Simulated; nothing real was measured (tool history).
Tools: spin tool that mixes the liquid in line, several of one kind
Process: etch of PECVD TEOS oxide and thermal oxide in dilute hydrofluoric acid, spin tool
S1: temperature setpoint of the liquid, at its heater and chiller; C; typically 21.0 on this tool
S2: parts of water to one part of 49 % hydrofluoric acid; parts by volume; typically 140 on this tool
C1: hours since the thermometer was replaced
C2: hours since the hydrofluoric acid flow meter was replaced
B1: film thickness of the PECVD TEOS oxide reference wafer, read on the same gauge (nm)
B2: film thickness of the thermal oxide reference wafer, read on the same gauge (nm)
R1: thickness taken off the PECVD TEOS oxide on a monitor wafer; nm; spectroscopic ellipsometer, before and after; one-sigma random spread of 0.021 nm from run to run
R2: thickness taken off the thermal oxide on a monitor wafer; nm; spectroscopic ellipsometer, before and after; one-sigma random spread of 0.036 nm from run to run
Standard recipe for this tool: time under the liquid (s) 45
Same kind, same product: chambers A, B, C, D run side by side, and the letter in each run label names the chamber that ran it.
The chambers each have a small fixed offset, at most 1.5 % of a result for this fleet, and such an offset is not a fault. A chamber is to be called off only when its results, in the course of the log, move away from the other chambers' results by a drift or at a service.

run 1C hour=5.7 | S1=21.0 S2=140 time_under_the_liquid_(s)=45 | C1=734.7 C2=712.5 | B1=120.03 B2=140.05 | R1=5.9487 R2=1.3393
-- hour=13.0 chamber D: hydrofluoric acid flow meter replaced
run 2A hour=16.6 | S1=21.0 S2=140 time_under_the_liquid_(s)=45 | C1=815.3 C2=677.4 | B1=120.01 B2=139.96 | R1=6.0413 R2=1.3240
run 3D hour=26.5 | S1=21.0 S2=140 time_under_the_liquid_(s)=45 | C1=875.8 C2=13.5 | B1=119.99 B2=140.02 | R1=6.0219 R2=1.3439
run 4B hour=33.0 | S1=21.0 S2=140 time_under_the_liquid_(s)=45 | C1=1003.0 C2=305.4 | B1=120.02 B2=140.01 | R1=5.9770 R2=1.2963
run 5D hour=38.9 | S1=21.0 S2=140 time_under_the_liquid_(s)=45 | C1=888.2 C2=25.9 | B1=120.00 B2=140.04 | R1=5.9426 R2=1.2823
run 6B hour=46.9 | S1=21.0 S2=140 time_under_the_liquid_(s)=45 | C1=1016.9 C2=319.3 | B1=119.93 B2=140.02 | R1=5.9206 R2=1.3397
run 7A hour=58.9 | S1=21.0 S2=140 time_under_the_liquid_(s)=45 | C1=857.6 C2=719.7 | B1=119.99 B2=139.96 | R1=6.0702 R2=1.3021
run 8C hour=65.3 | S1=21.0 S2=140 time_under_the_liquid_(s)=45 | C1=794.3 C2=772.1 | B1=119.95 B2=140.03 | R1=5.9400 R2=1.2970
run 9A hour=77.4 | S1=21.0 S2=140 time_under_the_liquid_(s)=45 | C1=876.1 C2=738.2 | B1=120.02 B2=140.06 | R1=5.9928 R2=1.3077
run 10B hour=83.6 | S1=21.0 S2=140 time_under_the_liquid_(s)=45 | C1=1053.6 C2=356.0 | B1=119.95 B2=140.01 | R1=5.9473 R2=1.2365
run 11C hour=95.7 | S1=21.0 S2=140 time_under_the_liquid_(s)=45 | C1=824.7 C2=802.5 | B1=120.03 B2=139.99 | R1=5.9557 R2=1.2706
run 12D hour=106.3 | S1=21.0 S2=140 time_under_the_liquid_(s)=45 | C1=955.6 C2=93.3 | B1=120.00 B2=139.96 | R1=5.9768 R2=1.2441
-- hour=108.8 chamber A: hydrofluoric acid flow meter replaced
run 13C hour=115.4 | S1=21.0 S2=140 time_under_the_liquid_(s)=45 | C1=844.4 C2=822.2 | B1=119.99 B2=140.02 | R1=5.9693 R2=1.3041
run 14D hour=128.0 | S1=21.0 S2=140 time_under_the_liquid_(s)=45 | C1=977.3 C2=115.0 | B1=120.01 B2=139.97 | R1=5.9516 R2=1.2633
run 15A hour=135.3 | S1=21.0 S2=140 time_under_the_liquid_(s)=45 | C1=934.0 C2=26.5 | B1=120.01 B2=139.93 | R1=5.9941 R2=1.2988
run 16B hour=140.9 | S1=22.5 S2=140 time_under_the_liquid_(s)=35 | C1=1110.9 C2=413.3 | B1=120.02 B2=139.98 | R1=4.8844 R2=1.0249
run 17C hour=149.7 | S1=22.5 S2=140 time_under_the_liquid_(s)=35 | C1=878.7 C2=856.5 | B1=119.97 B2=140.01 | R1=4.8995 R2=1.1115
run 18D hour=156.5 | S1=22.5 S2=140 time_under_the_liquid_(s)=35 | C1=1005.8 C2=143.5 | B1=120.05 B2=139.99 | R1=4.9503 R2=1.0917
run 19B hour=162.8 | S1=22.5 S2=140 time_under_the_liquid_(s)=35 | C1=1132.8 C2=435.2 | B1=119.99 B2=139.97 | R1=4.8827 R2=1.0717
run 20A hour=171.1 | S1=21.0 S2=140 time_under_the_liquid_(s)=45 | C1=969.8 C2=62.3 | B1=119.98 B2=139.94 | R1=5.9921 R2=1.3003
run 21C hour=181.3 | S1=17.0 S2=140 time_under_the_liquid_(s)=55 | C1=910.3 C2=888.1 | B1=119.98 B2=140.04 | R1=6.1751 R2=1.3744
run 22D hour=190.5 | S1=17.0 S2=140 time_under_the_liquid_(s)=55 | C1=1039.8 C2=177.5 | B1=120.01 B2=139.96 | R1=6.2294 R2=1.3638
run 23A hour=199.5 | S1=17.0 S2=140 time_under_the_liquid_(s)=55 | C1=998.2 C2=90.7 | B1=120.05 B2=139.99 | R1=6.2289 R2=1.3590
run 24B hour=211.3 | S1=17.0 S2=140 time_under_the_liquid_(s)=55 | C1=1181.3 C2=483.7 | B1=120.02 B2=139.98 | R1=6.1463 R2=1.3855
run 25C hour=219.7 | S1=21.0 S2=140 time_under_the_liquid_(s)=45 | C1=948.7 C2=926.5 | B1=120.03 B2=139.96 | R1=5.9692 R2=1.3606
run 26D hour=225.2 | S1=21.0 S2=140 time_under_the_liquid_(s)=45 | C1=1074.5 C2=212.2 | B1=119.98 B2=140.06 | R1=5.9569 R2=1.2964
run 27A hour=231.0 | S1=21.0 S2=140 time_under_the_liquid_(s)=45 | C1=1029.7 C2=122.2 | B1=120.01 B2=140.03 | R1=6.0181 R2=1.2902

Is one chamber out of step, is the gauge drifting, or do the chambers differ by no more than their own small offsets? For an off chamber, give its letter and the likeliest cause.

No chamber is off and the gauge is stable; the differences are just each chamber's small, constant offset.

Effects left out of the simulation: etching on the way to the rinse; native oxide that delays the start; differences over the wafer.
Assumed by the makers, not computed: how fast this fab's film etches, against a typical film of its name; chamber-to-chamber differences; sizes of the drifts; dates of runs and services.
